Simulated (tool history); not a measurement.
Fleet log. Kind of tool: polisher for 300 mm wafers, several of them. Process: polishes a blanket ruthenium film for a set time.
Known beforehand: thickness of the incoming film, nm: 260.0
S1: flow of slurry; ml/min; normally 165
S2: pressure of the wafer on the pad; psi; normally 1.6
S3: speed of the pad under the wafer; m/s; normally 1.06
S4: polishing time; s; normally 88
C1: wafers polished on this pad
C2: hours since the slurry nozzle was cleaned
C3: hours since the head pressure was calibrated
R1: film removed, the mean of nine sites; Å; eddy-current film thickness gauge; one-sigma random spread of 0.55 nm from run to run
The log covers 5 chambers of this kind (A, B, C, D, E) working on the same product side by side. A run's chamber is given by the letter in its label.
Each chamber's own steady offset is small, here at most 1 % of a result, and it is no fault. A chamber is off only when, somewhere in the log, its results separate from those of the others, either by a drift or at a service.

run	hour	S1	S2	S3	S4	C1	C2	C3	R1
1A	8.5	165	1.6	1.06	88	689	115.9	219.0	719.15
# hour 9.2: chamber E: worn pad replaced by a new one
2D	17.6	165	1.6	1.06	88	363	237.9	558.1	730.33
3C	25.6	165	1.6	1.06	88	437	243.2	76.4	707.78
4B	32.3	165	1.6	1.06	88	741	331.4	815.2	708.04
5E	39.4	165	1.6	1.06	88	311	243.1	939.2	719.04
# hour 44.2: chamber A: worn pad replaced by a new one
6D	51.7	165	1.6	1.06	88	714	272.0	592.2	722.02
7B	63.3	165	1.6	1.06	88	1060	362.4	846.2	706.94
# hour 72.3: chamber B: worn pad replaced by a new one
8A	74.6	165	1.6	1.06	88	313	182.0	285.1	709.50
9C	83.2	165	1.6	1.06	88	1030	300.8	134.0	711.28
# hour 84.2: chamber E: worn pad replaced by a new one
# hour 88.6: chamber D: worn pad replaced by a new one
10E	90.0	165	1.6	1.06	88	60	293.7	989.8	711.94
# hour 91.8: chamber B: slurry nozzle cleaned
# hour 97.0: chamber C: worn pad replaced by a new one
# hour 97.6: chamber D: head pressure recalibrated
11D	99.2	165	1.6	1.06	88	109	319.5	1.7	712.98
12C	105.8	165	1.6	1.06	88	90	323.4	156.6	695.25
# hour 110.3: chamber B: head pressure recalibrated
13E	113.1	220	1.6	1.06	88	298	316.8	1012.9	753.28
14B	124.0	220	1.6	1.06	88	532	32.3	13.7	738.87
15A	132.9	220	1.6	1.06	88	913	240.3	343.4	743.63
16E	144.2	220	1.6	1.06	88	618	347.9	1044.0	741.54
# hour 151.9: chamber A: head pressure recalibrated
17B	152.6	220	1.6	1.06	88	826	60.9	42.3	743.27
# hour 152.7: chamber A: worn pad replaced by a new one
18D	161.2	165	1.6	1.06	88	747	381.5	63.7	721.08
# hour 167.1: chamber B: worn pad replaced by a new one
19C	170.1	165	1.6	1.06	88	752	387.7	220.9	715.27
20A	176.7	165	1.6	1.06	88	246	284.1	24.9	721.27
# hour 177.4: chamber D: worn pad replaced by a new one
# hour 177.6: chamber E: worn pad replaced by a new one
# hour 182.3: chamber E: head pressure recalibrated
21C	188.6	165	1.6	1.06	88	943	406.2	239.4	709.65
22D	199.8	165	1.6	1.06	88	230	420.1	102.3	728.71
# hour 210.1: chamber C: worn pad replaced by a new one
23B	210.6	165	1.6	1.06	88	448	118.9	100.3	716.21
# hour 216.1: chamber D: slurry nozzle cleaned
24A	217.7	165	1.6	1.06	88	668	325.1	65.9	720.39
25E	230.9	165	1.6	1.06	98	549	434.6	48.6	797.70
26B	238.5	165	1.6	1.06	98	735	146.8	128.2	788.43
27E	250.1	165	1.6	1.06	98	746	453.8	67.8	794.61
28C	258.4	165	1.6	1.06	98	497	476.0	309.2	795.03
# hour 260.2: chamber E: worn pad replaced by a new one
# hour 269.1: chamber E: slurry nozzle cleaned
# hour 270.0: chamber A: worn pad replaced by a new one
29A	271.5	165	1.6	1.06	98	16	378.9	119.7	801.99
# hour 271.8: chamber B: worn pad replaced by a new one
# hour 280.4: chamber D: worn pad replaced by a new one
30D	283.3	165	1.6	1.06	88	30	67.3	185.8	724.76
31C	293.9	165	1.6	1.06	88	863	511.5	344.7	707.29
32E	307.2	165	1.6	1.06	88	484	38.2	124.9	726.95
33B	319.9	165	1.6	1.06	88	495	228.2	209.6	717.44
34A	329.1	165	1.6	1.06	88	608	436.5	177.3	706.27
35D	336.9	165	1.6	1.06	88	582	120.9	239.4	721.86
# hour 338.2: chamber C: worn pad replaced by a new one
# hour 341.8: chamber E: worn pad replaced by a new one
36C	345.1	165	1.6	1.06	88	71	562.7	395.9	713.17
37E	353.9	165	1.6	1.06	88	125	84.9	171.6	713.37

Next, all 5 chambers run the settings below, one line each with question marks for the results. What does each chamber give?
38A	363.6	165	2.2	1.06	88				?
38B	363.6	165	2.2	1.06	88				?
38C	363.6	165	2.2	1.06	88				?
38D	363.6	165	2.2	1.06	88				?
38E	363.6	165	2.2	1.06	88				?

run	R1
38A	987.53
38B	974.98
38C	986.09
38D	980.05
38E	979.35
